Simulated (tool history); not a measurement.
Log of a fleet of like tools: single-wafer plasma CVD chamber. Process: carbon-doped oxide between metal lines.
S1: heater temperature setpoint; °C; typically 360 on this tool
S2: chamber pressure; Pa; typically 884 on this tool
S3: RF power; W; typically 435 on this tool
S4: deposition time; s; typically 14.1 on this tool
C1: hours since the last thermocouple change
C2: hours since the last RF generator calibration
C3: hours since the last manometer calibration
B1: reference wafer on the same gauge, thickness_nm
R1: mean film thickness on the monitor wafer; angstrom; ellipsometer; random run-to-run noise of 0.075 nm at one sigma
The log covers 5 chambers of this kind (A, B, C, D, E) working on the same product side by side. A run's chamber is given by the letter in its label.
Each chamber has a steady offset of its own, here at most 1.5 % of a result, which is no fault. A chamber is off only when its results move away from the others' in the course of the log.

Run 1D, hour 12.1: usual settings; C1 714.2; C2 2527.4; C3 418.8; B1 65.928. Result: R1 665.62 angstrom.
Run 2B, hour 23.2: usual settings; C1 212.1; C2 188.6; C3 1988.4; B1 65.919. Result: R1 673.87 angstrom.
Run 3E, hour 33.6: usual settings; C1 765.7; C2 781.0; C3 471.7; B1 65.930. Result: R1 664.43 angstrom.
Run 4C, hour 41.3: usual settings; C1 1791.2; C2 1836.5; C3 454.6; B1 65.931. Result: R1 668.97 angstrom.
Run 5A, hour 51.8: usual settings; C1 2825.0; C2 1178.1; C3 1091.8; B1 65.938. Result: R1 667.21 angstrom.
Run 6E, hour 58.8: usual settings; C1 790.9; C2 806.2; C3 496.9; B1 65.964. Result: R1 665.30 angstrom.
Run 7B, hour 71.1: usual settings; C1 260.0; C2 236.5; C3 2036.3; B1 65.953. Result: R1 674.92 angstrom.
Run 8A, hour 81.7: usual settings; C1 2854.9; C2 1208.0; C3 1121.7; B1 65.958. Result: R1 666.40 angstrom.
Run 9D, hour 93.4: usual settings; C1 795.5; C2 2608.7; C3 500.1; B1 65.974. Result: R1 665.69 angstrom.
At hour 98.8: chamber C: thermocouple changed; heater temperature recalibrated.
Run 10C, hour 106.7: usual settings; C1 8.0; C2 1901.9; C3 520.0; B1 65.980. Result: R1 668.34 angstrom.
Run 11B, hour 117.8: usual settings; C1 306.7; C2 283.2; C3 2083.0; B1 66.002. Result: R1 675.31 angstrom.
Run 12A, hour 129.7: usual settings; C1 2902.9; C2 1256.0; C3 1169.7; B1 65.988. Result: R1 667.98 angstrom.
Run 13D, hour 136.7: usual settings; C1 838.8; C2 2652.0; C3 543.4; B1 66.011. Result: R1 664.62 angstrom.
Run 14E, hour 150.3: usual settings; C1 882.4; C2 897.7; C3 588.4; B1 66.024. Result: R1 667.02 angstrom.
Run 15C, hour 164.7: usual settings; C1 66.0; C2 1959.9; C3 578.0; B1 66.032. Result: R1 669.33 angstrom.
Run 16A, hour 174.5: usual settings; C1 2947.7; C2 1300.8; C3 1214.5; B1 66.023. Result: R1 666.48 angstrom.
Run 17D, hour 189.8: usual settings; C1 891.9; C2 2705.1; C3 596.5; B1 66.045. Result: R1 665.78 angstrom.
At hour 197.5: chamber D: RF generator calibrated.
Run 18B, hour 201.2: usual settings; C1 390.1; C2 366.6; C3 2166.4; B1 66.063. Result: R1 675.99 angstrom.
Run 19E, hour 209.9: usual settings; C1 942.0; C2 957.3; C3 648.0; B1 66.081. Result: R1 666.77 angstrom.
Run 20C, hour 225.2: usual settings; C1 126.5; C2 2020.4; C3 638.5; B1 66.091. Result: R1 669.03 angstrom.
Run 21D, hour 235.1: usual settings but S3 400 W; C1 937.2; C2 37.6; C3 641.8; B1 66.077. Result: R1 625.31 angstrom.
Run 22C, hour 245.3: usual settings but S3 400 W; C1 146.6; C2 2040.5; C3 658.6; B1 66.100. Result: R1 629.16 angstrom.
At hour 250.4: chamber C: RF generator calibrated.
Run 23E, hour 256.3: usual settings but S3 400 W; C1 988.4; C2 1003.7; C3 694.4; B1 66.100. Result: R1 626.35 angstrom.
Run 24A, hour 270.7: usual settings but S3 400 W; C1 3043.9; C2 1397.0; C3 1310.7; B1 66.106. Result: R1 629.19 angstrom.
At hour 279.4: chamber B: capacitance manometer re-zeroed and calibrated.
Run 25B, hour 279.4: usual settings but S3 400 W; C1 468.3; C2 444.8; C3 0.0; B1 66.121. Result: R1 635.51 angstrom.
Run 26D, hour 287.9: usual settings; C1 990.0; C2 90.4; C3 694.6; B1 66.128. Result: R1 667.25 angstrom.
Run 27B, hour 301.4: usual settings; C1 490.3; C2 466.8; C3 22.0; B1 66.128. Result: R1 676.42 angstrom.
Run 28A, hour 313.6: usual settings; C1 3086.8; C2 1439.9; C3 1353.6; B1 66.138. Result: R1 669.97 angstrom.
At hour 321.4: chamber A: thermocouple changed; heater temperature recalibrated.
Run 29E, hour 324.2: usual settings but S1 352 °C, S3 370 W; C1 1056.3; C2 1071.6; C3 762.3; B1 66.129. Result: R1 605.36 angstrom.
Run 30C, hour 338.1: usual settings but S1 352 °C, S3 370 W; C1 239.4; C2 87.7; C3 751.4; B1 66.171. Result: R1 607.66 angstrom.
Run 31C, hour 350.9: usual settings but S1 352 °C, S3 370 W; C1 252.2; C2 100.5; C3 764.2; B1 66.166. Result: R1 607.60 angstrom.
Run 32A, hour 358.5: usual settings but S1 352 °C, S3 370 W; C1 37.1; C2 1484.8; C3 1398.5; B1 66.187. Result: R1 607.91 angstrom.
Run 33B, hour 369.1: usual settings but S1 352 °C, S3 370 W; C1 558.0; C2 534.5; C3 89.7; B1 66.189. Result: R1 611.53 angstrom.
Run 34D, hour 376.4: usual settings but S2 1091 Pa; C1 1078.5; C2 178.9; C3 783.1; B1 66.192. Result: R1 676.55 angstrom.

All chambers now run identical settings, listed one chamber a line with results as question marks. What results will each chamber show?
Run 35A, hour 387.6: usual settings but S1 347 °C. Result: R1 ?.
Run 35B, hour 387.6: usual settings but S1 347 °C. Result: R1 ?.
Run 35C, hour 387.6: usual settings but S1 347 °C. Result: R1 ?.
Run 35D, hour 387.6: usual settings but S1 347 °C. Result: R1 ?.
Run 35E, hour 387.6: usual settings but S1 347 °C. Result: R1 ?.

run      R1
35A  692.54
35B  701.45
35C  696.57
35D  691.26
35E  692.24

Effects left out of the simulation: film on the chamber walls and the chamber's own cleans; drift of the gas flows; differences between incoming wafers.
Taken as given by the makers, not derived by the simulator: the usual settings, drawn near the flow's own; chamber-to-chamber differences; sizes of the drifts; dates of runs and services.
